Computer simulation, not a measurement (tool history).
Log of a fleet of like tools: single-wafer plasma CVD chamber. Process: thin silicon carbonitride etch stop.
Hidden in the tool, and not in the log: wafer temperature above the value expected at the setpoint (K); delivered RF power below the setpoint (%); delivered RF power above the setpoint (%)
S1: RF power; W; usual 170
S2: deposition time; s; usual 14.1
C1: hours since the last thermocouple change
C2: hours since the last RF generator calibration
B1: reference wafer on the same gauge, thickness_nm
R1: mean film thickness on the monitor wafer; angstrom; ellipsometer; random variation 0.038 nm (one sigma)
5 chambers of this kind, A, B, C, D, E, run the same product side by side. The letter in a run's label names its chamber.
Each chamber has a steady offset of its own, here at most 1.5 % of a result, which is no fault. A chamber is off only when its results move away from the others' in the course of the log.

run	hour	S1	S2	C1	C2	B1	R1
1B	7.6	170	14.1	1143.6	1196.9	6.2419	77.392
# hour 8.1: chamber E: RF generator calibrated
2A	13.8	170	14.1	1681.9	668.5	6.2430	77.013
3D	22.4	170	14.1	1369.8	819.7	6.2370	76.736
# hour 25.7: chamber D: RF generator calibrated
4C	27.6	170	14.1	1520.3	1421.6	6.2420	75.265
5E	34.3	170	14.1	2377.2	26.2	6.2377	75.358
6D	41.8	170	14.1	1389.2	16.1	6.2328	76.573
7B	50.2	170	14.1	1186.2	1239.5	6.2364	77.194
8E	55.8	170	14.1	2398.7	47.7	6.2396	75.928
9A	61.0	170	14.1	1729.1	715.7	6.2409	76.422
10C	65.3	170	14.1	1558.0	1459.3	6.2388	75.788
11A	73.3	170	14.1	1741.4	728.0	6.2469	76.387
12E	81.1	170	14.1	2424.0	73.0	6.2446	75.855
13B	88.8	205	16.2	1224.8	1278.1	6.2394	93.921
14D	97.6	205	16.2	1445.0	71.9	6.2378	93.021
15C	104.4	205	16.2	1597.1	1498.4	6.2481	92.074
16E	112.7	205	16.2	2455.6	104.6	6.2400	92.207
17D	121.3	205	16.2	1468.7	95.6	6.2480	92.484
18C	129.4	145	12.6	1622.1	1523.4	6.2354	64.717
19B	137.4	145	12.6	1273.4	1326.7	6.2379	65.121
20A	144.2	145	12.6	1812.3	798.9	6.2410	65.201
21E	149.5	145	12.6	2492.4	141.4	6.2471	64.413
22C	157.3	145	12.6	1650.0	1551.3	6.2376	64.330
23D	162.6	170	14.1	1510.0	136.9	6.2417	75.905
24B	170.8	170	14.1	1306.8	1360.1	6.2393	76.777
25A	176.4	185	12.8	1844.5	831.1	6.2377	71.861
26A	185.2	185	12.8	1853.3	839.9	6.2362	70.549
27B	191.0	185	12.8	1327.0	1380.3	6.2399	72.187
28C	196.5	185	12.8	1689.2	1590.5	6.2408	70.382
29D	204.4	185	12.8	1551.8	178.7	6.2394	71.050
30E	211.1	170	14.1	2554.0	203.0	6.2383	75.174
31C	219.4	185	11.9	1712.1	1613.4	6.2379	65.491
32E	223.7	185	11.9	2566.6	215.6	6.2409	65.717
33B	232.2	185	11.9	1368.2	1421.5	6.2453	66.928
34D	236.6	185	11.9	1584.0	210.9	6.2374	66.319
35A	245.8	185	11.9	1913.9	900.5	6.2349	65.648
36B	250.1	170	14.1	1386.1	1439.4	6.2400	76.946
37D	255.0	170	14.1	1602.4	229.3	6.2385	75.755

All 5 chambers run these settings next. Forecast each chamber's results:
38A	261.7	170	14.1				?
38B	261.7	170	14.1				?
38C	261.7	170	14.1				?
38D	261.7	170	14.1				?
38E	261.7	170	14.1				?

run	R1
38A	76.642
38B	76.558
38C	75.069
38D	76.410
38E	75.441

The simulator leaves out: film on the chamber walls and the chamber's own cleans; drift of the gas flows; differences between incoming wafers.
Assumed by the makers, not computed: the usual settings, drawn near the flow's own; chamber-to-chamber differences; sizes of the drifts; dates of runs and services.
